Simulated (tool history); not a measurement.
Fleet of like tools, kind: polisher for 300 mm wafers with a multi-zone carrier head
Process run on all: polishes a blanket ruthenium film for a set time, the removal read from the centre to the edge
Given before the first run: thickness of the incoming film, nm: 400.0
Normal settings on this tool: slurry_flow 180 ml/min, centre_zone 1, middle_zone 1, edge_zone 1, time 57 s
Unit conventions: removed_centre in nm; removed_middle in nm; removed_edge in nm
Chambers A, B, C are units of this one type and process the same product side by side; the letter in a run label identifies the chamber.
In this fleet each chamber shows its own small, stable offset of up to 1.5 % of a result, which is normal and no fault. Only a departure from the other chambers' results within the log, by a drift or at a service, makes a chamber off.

run 1A day=0.262 | slurry_flow=180 centre_zone=1 middle_zone=1 edge_zone=1 time=57 | removed_centre=62.547 removed_middle=65.016 removed_edge=64.599
-- day=0.504 chamber C: worn pad replaced by a new one
run 2C day=0.604 | slurry_flow=180 centre_zone=1 middle_zone=1 edge_zone=1 time=57 | removed_centre=64.099 removed_middle=63.294 removed_edge=63.62
run 3B day=1 | slurry_flow=180 centre_zone=1 middle_zone=1 edge_zone=1 time=57 | removed_centre=63.659 removed_middle=63.911 removed_edge=65.232
run 4C day=1.217 | slurry_flow=180 centre_zone=1 middle_zone=1 edge_zone=1 time=57 | removed_centre=65.41 removed_middle=64.689 removed_edge=63.061
run 5B day=1.475 | slurry_flow=180 centre_zone=1 middle_zone=1 edge_zone=1 time=57 | removed_centre=63.755 removed_middle=64.482 removed_edge=64.35
-- day=1.608 chamber A: worn pad replaced by a new one
-- day=1.792 chamber B: worn pad replaced by a new one
run 6A day=1.854 | slurry_flow=180 centre_zone=1 middle_zone=1 edge_zone=1 time=57 | removed_centre=64.12 removed_middle=65.349 removed_edge=63.498
run 7C day=2.104 | slurry_flow=180 centre_zone=1 middle_zone=1 edge_zone=1 time=57 | removed_centre=66.293 removed_middle=62.123 removed_edge=63.806
run 8A day=2.508 | slurry_flow=180 centre_zone=1 middle_zone=1 edge_zone=1 time=57 | removed_centre=65.121 removed_middle=66.665 removed_edge=63.544
run 9B day=2.729 | slurry_flow=180 centre_zone=1 middle_zone=1 edge_zone=1 time=57 | removed_centre=64.958 removed_middle=65.169 removed_edge=64.759
run 10C day=3.012 | slurry_flow=180 centre_zone=1 middle_zone=1 edge_zone=1 time=57 | removed_centre=64.636 removed_middle=64.046 removed_edge=64.282
run 11B day=3.229 | slurry_flow=120 centre_zone=1 middle_zone=1 edge_zone=1 time=57 | removed_centre=57.659 removed_middle=57.819 removed_edge=60.664
-- day=3.438 chamber C: worn pad replaced by a new one
run 12A day=3.604 | slurry_flow=120 centre_zone=1 middle_zone=1 edge_zone=1 time=57 | removed_centre=59.411 removed_middle=60.782 removed_edge=61.228
run 13C day=3.946 | slurry_flow=120 centre_zone=1 middle_zone=1 edge_zone=1 time=57 | removed_centre=57.599 removed_middle=59.531 removed_edge=60.343
-- day=4.05 chamber A: worn pad replaced by a new one
run 14A day=4.292 | slurry_flow=180 centre_zone=1 middle_zone=1 edge_zone=1 time=57 | removed_centre=66.264 removed_middle=64.832 removed_edge=64.228
run 15B day=4.508 | slurry_flow=180 centre_zone=1 middle_zone=1 edge_zone=1 time=57 | removed_centre=63.422 removed_middle=64.86 removed_edge=64.755
run 16C day=4.775 | slurry_flow=180 centre_zone=1 middle_zone=1 edge_zone=1 time=57 | removed_centre=63.829 removed_middle=64.549 removed_edge=64.358
run 17B day=5.129 | slurry_flow=180 centre_zone=1 middle_zone=1 edge_zone=1 time=57 | removed_centre=62.994 removed_middle=64.404 removed_edge=65.117
-- day=5.146 chamber B: worn pad replaced by a new one
run 18A day=5.492 | slurry_flow=180 centre_zone=1 middle_zone=1 edge_zone=1 time=57 | removed_centre=65.406 removed_middle=65.153 removed_edge=63.88
run 19C day=5.817 | slurry_flow=180 centre_zone=1 middle_zone=1 edge_zone=1 time=57 | removed_centre=65.293 removed_middle=65.199 removed_edge=63.615
-- day=6.125 chamber C: worn pad replaced by a new one
run 20B day=6.15 | slurry_flow=180 centre_zone=1 middle_zone=1 edge_zone=1 time=57 | removed_centre=61.878 removed_middle=62.673 removed_edge=65.596
-- day=6.354 chamber A: slurry nozzle cleaned
run 21A day=6.371 | slurry_flow=180 centre_zone=1 middle_zone=1 edge_zone=1 time=57 | removed_centre=64.729 removed_middle=66.038 removed_edge=64.514
-- day=6.608 chamber A: worn pad replaced by a new one
run 22B day=6.65 | slurry_flow=180 centre_zone=1 middle_zone=1 edge_zone=1 time=57 | removed_centre=64.412 removed_middle=64.676 removed_edge=64.457
run 23A day=6.875 | slurry_flow=180 centre_zone=1 middle_zone=1 edge_zone=1 time=57 | removed_centre=64.565 removed_middle=65.031 removed_edge=65.352
run 24C day=7.058 | slurry_flow=180 centre_zone=1 middle_zone=1 edge_zone=1 time=57 | removed_centre=63.155 removed_middle=63.66 removed_edge=64.288
-- day=7.183 chamber B: centre zone pressure recalibrated
run 25B day=7.283 | slurry_flow=180 centre_zone=1 middle_zone=1 edge_zone=1.11 time=45 | removed_centre=50.153 removed_middle=50.038 removed_edge=54.046
-- day=7.592 chamber A: centre zone pressure recalibrated
run 26C day=7.596 | slurry_flow=180 centre_zone=1 middle_zone=1 edge_zone=1.11 time=45 | removed_centre=51.936 removed_middle=51.358 removed_edge=52.815
run 27A day=7.804 | slurry_flow=180 centre_zone=1 middle_zone=1 edge_zone=1.11 time=45 | removed_centre=46.325 removed_middle=49.93 removed_edge=53.758
run 28C day=8.129 | slurry_flow=180 centre_zone=1 middle_zone=1 edge_zone=1 time=57 | removed_centre=65.463 removed_middle=63.548 removed_edge=63.907
-- day=8.404 chamber B: worn pad replaced by a new one
run 29B day=8.5 | slurry_flow=135 centre_zone=0.96 middle_zone=1 edge_zone=1 time=57 | removed_centre=56.808 removed_middle=60.261 removed_edge=61.905
run 30A day=8.858 | slurry_flow=135 centre_zone=0.96 middle_zone=1 edge_zone=1 time=57 | removed_centre=53.118 removed_middle=61.239 removed_edge=62.903
-- day=9.038 chamber A: worn pad replaced by a new one
run 31C day=9.096 | slurry_flow=135 centre_zone=0.96 middle_zone=1 edge_zone=1 time=57 | removed_centre=57.503 removed_middle=60.791 removed_edge=60.597
-- day=9.267 chamber C: worn pad replaced by a new one
run 32B day=9.392 | slurry_flow=180 centre_zone=1 middle_zone=1 edge_zone=1 time=57 | removed_centre=63.628 removed_middle=64.681 removed_edge=63.796
run 33A day=9.771 | slurry_flow=180 centre_zone=1 middle_zone=1.12 edge_zone=1 time=57 | removed_centre=59.38 removed_middle=71.644 removed_edge=63.847
run 34C day=10.092 | slurry_flow=180 centre_zone=1 middle_zone=1.12 edge_zone=1 time=57 | removed_centre=64.707 removed_middle=70.353 removed_edge=64.141
run 35A day=10.425 | slurry_flow=180 centre_zone=1 middle_zone=1.12 edge_zone=1 time=57 | removed_centre=58.628 removed_middle=70.988 removed_edge=63.954
run 36B day=10.817 | slurry_flow=180 centre_zone=1 middle_zone=1 edge_zone=1.04 time=44 | removed_centre=48.334 removed_middle=49.101 removed_edge=50.876
run 37A day=11.117 | slurry_flow=180 centre_zone=1 middle_zone=1 edge_zone=1.04 time=44 | removed_centre=44.957 removed_middle=49.549 removed_edge=50.288
-- day=11.162 chamber A: worn pad replaced by a new one
run 38B day=11.329 | slurry_flow=180 centre_zone=1 middle_zone=1 edge_zone=1.04 time=44 | removed_centre=49.097 removed_middle=48.807 removed_edge=51.317
-- day=11.6 chamber B: worn pad replaced by a new one
run 39C day=11.671 | slurry_flow=180 centre_zone=1 middle_zone=1 edge_zone=1 time=57 | removed_centre=64.119 removed_middle=64.227 removed_edge=63.811
run 40A day=11.988 | slurry_flow=180 centre_zone=1 middle_zone=1 edge_zone=1 time=38 | removed_centre=38.599 removed_middle=42.884 removed_edge=42.445
run 41B day=12.3 | slurry_flow=180 centre_zone=1 middle_zone=1 edge_zone=1 time=38 | removed_centre=42.143 removed_middle=43.271 removed_edge=43.377

One chamber off, gauge drift, or nothing amiss beyond the chambers' own small offsets? If it is a chamber, which one, and what is the likeliest cause?

A service left chamber A off against the others.
Most likely cause: centre zone's pressure below its setpoint, % = 7.78.

Here are 4 candidates for chamber A's next run, each the usual settings with a change, their results left as question marks. Which one brings its results back in line with what the others give on the usual settings?
In line here means within this much of the mean the other chambers give on the usual settings: removed_centre 2.8 nm; removed_middle 2.9 nm; removed_edge 1.9 nm
run 42A-1 day=12.6 | slurry_flow=190 centre_zone=1.13 middle_zone=0.96 edge_zone=0.97 time=57 | removed_centre=? removed_middle=? removed_edge=?
run 42A-2 day=12.6 | slurry_flow=170 centre_zone=0.87 middle_zone=1.04 edge_zone=1.03 time=57 | removed_centre=? removed_middle=? removed_edge=?
run 42A-3 day=12.6 | slurry_flow=175 centre_zone=0.94 middle_zone=1.02 edge_zone=1.02 time=57 | removed_centre=? removed_middle=? removed_edge=?
run 42A-4 day=12.6 | slurry_flow=185 centre_zone=1.06 middle_zone=0.98 edge_zone=0.98 time=57 | removed_centre=? removed_middle=? removed_edge=?

Average result of the remaining chambers running the usual settings: removed_centre 63.882 nm; removed_middle 64.128 nm; removed_edge 64.188 nm
run=42A-1 removed_centre=68.216 removed_middle=62.877 removed_edge=63.843
run=42A-2 removed_centre=50.118 removed_middle=66.504 removed_edge=64.991
run=42A-3 removed_centre=54.927 removed_middle=65.631 removed_edge=64.895
run=42A-4 removed_centre=63.325 removed_middle=63.82 removed_edge=63.979
With 42A-4, the chamber falls back in line with the rest.

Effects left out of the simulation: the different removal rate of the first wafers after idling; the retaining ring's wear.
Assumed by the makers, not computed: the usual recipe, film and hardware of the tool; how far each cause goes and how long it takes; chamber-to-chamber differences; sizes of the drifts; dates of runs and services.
